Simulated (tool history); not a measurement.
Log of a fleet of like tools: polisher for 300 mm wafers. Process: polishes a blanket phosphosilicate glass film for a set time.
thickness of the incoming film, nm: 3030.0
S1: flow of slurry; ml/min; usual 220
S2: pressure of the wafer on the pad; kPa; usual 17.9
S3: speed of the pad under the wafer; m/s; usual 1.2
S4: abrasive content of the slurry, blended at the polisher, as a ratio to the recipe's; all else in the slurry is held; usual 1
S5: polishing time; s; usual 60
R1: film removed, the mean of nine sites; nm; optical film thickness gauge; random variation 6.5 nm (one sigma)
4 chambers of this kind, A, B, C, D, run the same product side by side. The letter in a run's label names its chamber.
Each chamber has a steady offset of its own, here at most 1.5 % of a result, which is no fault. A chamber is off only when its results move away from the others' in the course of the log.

run,day,S1,S2,S3,S4,S5,R1
1A,0.404,220,17.9,1.2,1,60,563.77
2B,0.879,220,17.9,1.2,1,60,544.79
# day 1: chamber A: slurry blender recalibrated
3D,1.229,220,17.9,1.2,1,60,551.9
# day 1.375: chamber D: worn pad replaced by a new one
# day 1.554: chamber C: head pressure recalibrated
4C,1.717,220,17.9,1.2,1,60,566.49
# day 1.725: chamber D: conditioning disc replaced and pad reconditioned
# day 1.871: chamber A: slurry nozzle cleaned
5C,2.167,220,17.9,1.2,1,60,560.15
# day 2.242: chamber C: conditioning disc replaced and pad reconditioned
# day 2.254: chamber C: slurry blender recalibrated
# day 2.388: chamber C: worn pad replaced by a new one
6B,2.562,220,17.9,1.2,1,60,560.45
# day 2.779: chamber B: slurry blender recalibrated
7A,3.162,220,17.9,1.2,1,60,564.33
# day 3.192: chamber B: worn pad replaced by a new one
# day 3.425: chamber A: worn pad replaced by a new one
8D,3.475,220,17.9,1.2,1.1,69,665.39
9A,3.967,220,17.9,1.2,1.1,69,675.55
10D,4.471,220,17.9,1.2,1.1,69,666.63
# day 4.533: chamber D: worn pad replaced by a new one
11B,4.942,220,17.9,1.2,1.1,69,666.82
# day 5.167: chamber C: worn pad replaced by a new one
12C,5.358,220,17.9,1.2,1,60,550.67
# day 5.508: chamber D: slurry nozzle cleaned
13B,5.758,220,17.9,1.2,1,60,555.28
14A,6.142,220,17.9,1.2,1,60,571.02
15C,6.588,220,17.9,1.2,1,60,569.69
16D,7.004,220,17.9,1.2,1,60,564.85
# day 7.433: chamber D: worn pad replaced by a new one
# day 7.504: chamber B: worn pad replaced by a new one
17A,7.517,220,17.9,1.2,1,60,563.65
# day 7.829: chamber C: worn pad replaced by a new one
18B,7.975,220,13.1,1.2,0.8,60,367.8
# day 8.146: chamber A: worn pad replaced by a new one
19D,8.571,220,13.1,1.2,0.8,60,367.6
20C,8.95,220,13.1,1.2,0.8,60,379.44
21A,9.346,220,13.1,1.2,0.8,60,373.56
# day 9.483: chamber C: conditioning disc replaced and pad reconditioned
22D,9.612,220,17.9,1.34,1,60,611.73
23B,10.212,220,17.9,1.34,1,60,607.84
# day 10.525: chamber A: conditioning disc replaced and pad reconditioned
# day 10.629: chamber D: worn pad replaced by a new one
24C,10.642,220,17.9,1.34,1,60,630.9
# day 10.662: chamber C: worn pad replaced by a new one
25B,11.183,220,17.9,1.34,1,60,599.8
26C,11.5,220,17.9,1.2,1,60,570.16
# day 11.504: chamber D: conditioning disc replaced and pad reconditioned
# day 11.779: chamber B: worn pad replaced by a new one
27D,11.804,220,17.9,1.2,1,60,560.75
# day 11.888: chamber B: slurry nozzle cleaned
28A,12.308,220,17.9,1.2,1,60,553.58
29A,12.608,220,17.9,1.2,1,60,555.65
# day 12.704: chamber B: conditioning disc replaced and pad reconditioned
30B,13.092,220,17.9,1.2,1,60,556.76
31D,13.45,220,17.9,1.2,1,60,565.45
# day 13.55: chamber A: worn pad replaced by a new one
# day 13.654: chamber C: worn pad replaced by a new one
# day 13.992: chamber D: worn pad replaced by a new one
32C,14,220,17.9,1.2,1,60,553.58
33C,14.479,220,17.9,1.2,1,60,570.04
34B,14.767,220,17.9,1.2,1,60,563.2
35D,15.146,220,12.4,1.02,1,60,339.13
36A,15.492,220,12.4,1.02,1,60,343.93

All 4 chambers run these settings next. Forecast each chamber's results:
37A,15.929,220,17.9,1.2,1,60,?
37B,15.929,220,17.9,1.2,1,60,?
37C,15.929,220,17.9,1.2,1,60,?
37D,15.929,220,17.9,1.2,1,60,?

run,R1
37A,564.92
37B,553.51
37C,571.85
37D,571.02
